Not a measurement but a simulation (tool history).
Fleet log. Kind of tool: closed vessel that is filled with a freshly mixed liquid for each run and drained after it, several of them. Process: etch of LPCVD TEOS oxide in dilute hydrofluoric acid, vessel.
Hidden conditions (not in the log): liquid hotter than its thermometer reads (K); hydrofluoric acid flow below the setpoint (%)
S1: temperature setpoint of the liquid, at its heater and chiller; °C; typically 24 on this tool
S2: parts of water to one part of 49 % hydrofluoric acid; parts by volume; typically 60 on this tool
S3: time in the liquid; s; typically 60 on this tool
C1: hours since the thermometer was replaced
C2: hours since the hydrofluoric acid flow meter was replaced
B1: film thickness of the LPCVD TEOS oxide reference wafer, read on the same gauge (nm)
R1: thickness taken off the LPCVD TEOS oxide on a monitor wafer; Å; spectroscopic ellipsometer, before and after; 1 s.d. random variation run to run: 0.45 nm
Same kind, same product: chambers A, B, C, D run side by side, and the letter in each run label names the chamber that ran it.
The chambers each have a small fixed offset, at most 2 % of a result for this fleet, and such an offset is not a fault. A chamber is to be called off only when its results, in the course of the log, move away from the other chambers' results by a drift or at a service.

run   hour  S1  S2  S3      C1      C2      B1      R1
 1D   11.8  24  60  60   515.5   350.8  90.014  580.93
 2A   23.1  24  60  60  1414.5   442.5  89.991  569.68
 3C   31.8  24  60  60  1124.1   130.3  90.012  564.20
 4B   38.9  24  60  60    73.6   870.8  90.015  565.85
 5C   50.3  24  60  60  1142.6   148.8  89.993  569.72
 6A   56.1  24  60  60  1447.5   475.5  89.996  570.29
 7D   61.8  24  60  60   565.5   400.8  90.012  585.62
 8B   67.9  24  60  60   102.6   899.8  90.000  570.67
 9C   77.6  24  60  60  1169.9   176.1  89.984  560.07
10B   87.5  24  60  60   122.2   919.4  90.014  580.56
11D   99.0  24  60  60   602.7   438.0  89.986  597.95
12A  106.4  24  60  60  1497.8   525.8  89.993  573.02
13C  118.1  24  60  60  1210.4   216.6  89.995  563.11
14B  123.9  24  85  60   158.6   955.8  90.016  393.31
15A  132.0  24  85  60  1523.4   551.4  89.988  383.84
16D  138.5  24  85  60   642.2   477.5  90.005  411.98
17A  147.1  24  85  60  1538.5   566.5  90.014  391.23
18B  154.6  24  60  60   189.3   986.5  90.011  574.74
19C  160.7  24  60  60  1253.0   259.2  89.989  573.18
20D  172.2  24  45  60   675.9   511.2  89.997  831.68
21B  182.9  24  45  60   217.6  1014.8  89.996  778.91
22C  188.3  24  45  60  1280.6   286.8  89.993  757.70
23D  195.7  24  45  60   699.4   534.7  89.994  830.08
24A  205.8  24  60  60  1597.2   625.2  90.005  572.79
25C  217.7  24  60  60  1310.0   316.2  89.990  554.40
26A  223.9  24  60  60  1615.3   643.3  89.991  569.29
27D  229.8  24  60  60   733.5   568.8  89.989  612.54
28B  240.2  20  60  60   274.9  1072.1  90.018  486.13
29C  251.9  20  60  60  1344.2   350.4  90.008  476.55
30B  260.7  20  60  60   295.4  1092.6  90.001  487.12
31D  268.7  20  60  60   772.4   607.7  90.011  542.96

Is one chamber out of step, is the gauge drifting, or do the chambers differ by no more than their own small offsets? For an off chamber, give its letter and the likeliest cause.

Chamber D drifts away from the others.
Cause: liquid hotter than its thermometer reads (K) = 1.94.
The log may not tell that from: hydrofluoric acid flow above the setpoint (%).

Which of the 4 candidates below, each the usual settings with something changed and its results left as question marks, puts chamber D back in line with what the other chambers give on the usual settings?
Allowed miss from the other chambers' usual-settings mean, per result, to count as in line: R1 16.00 Å
32D-1  277.2  23.0  60  60               ?
32D-2  277.2  24.5  60  65               ?
32D-3  277.2  23.5  65  60               ?
32D-4  277.2  25.0  60  60               ?

The other chambers' mean on the usual settings: R1 568.96 Å
  run      R1
32D-1  604.85
32D-2  695.21
32D-3  565.10
32D-4  654.68
32D-3 is the one that brings the chamber's results back in line with the other chambers.

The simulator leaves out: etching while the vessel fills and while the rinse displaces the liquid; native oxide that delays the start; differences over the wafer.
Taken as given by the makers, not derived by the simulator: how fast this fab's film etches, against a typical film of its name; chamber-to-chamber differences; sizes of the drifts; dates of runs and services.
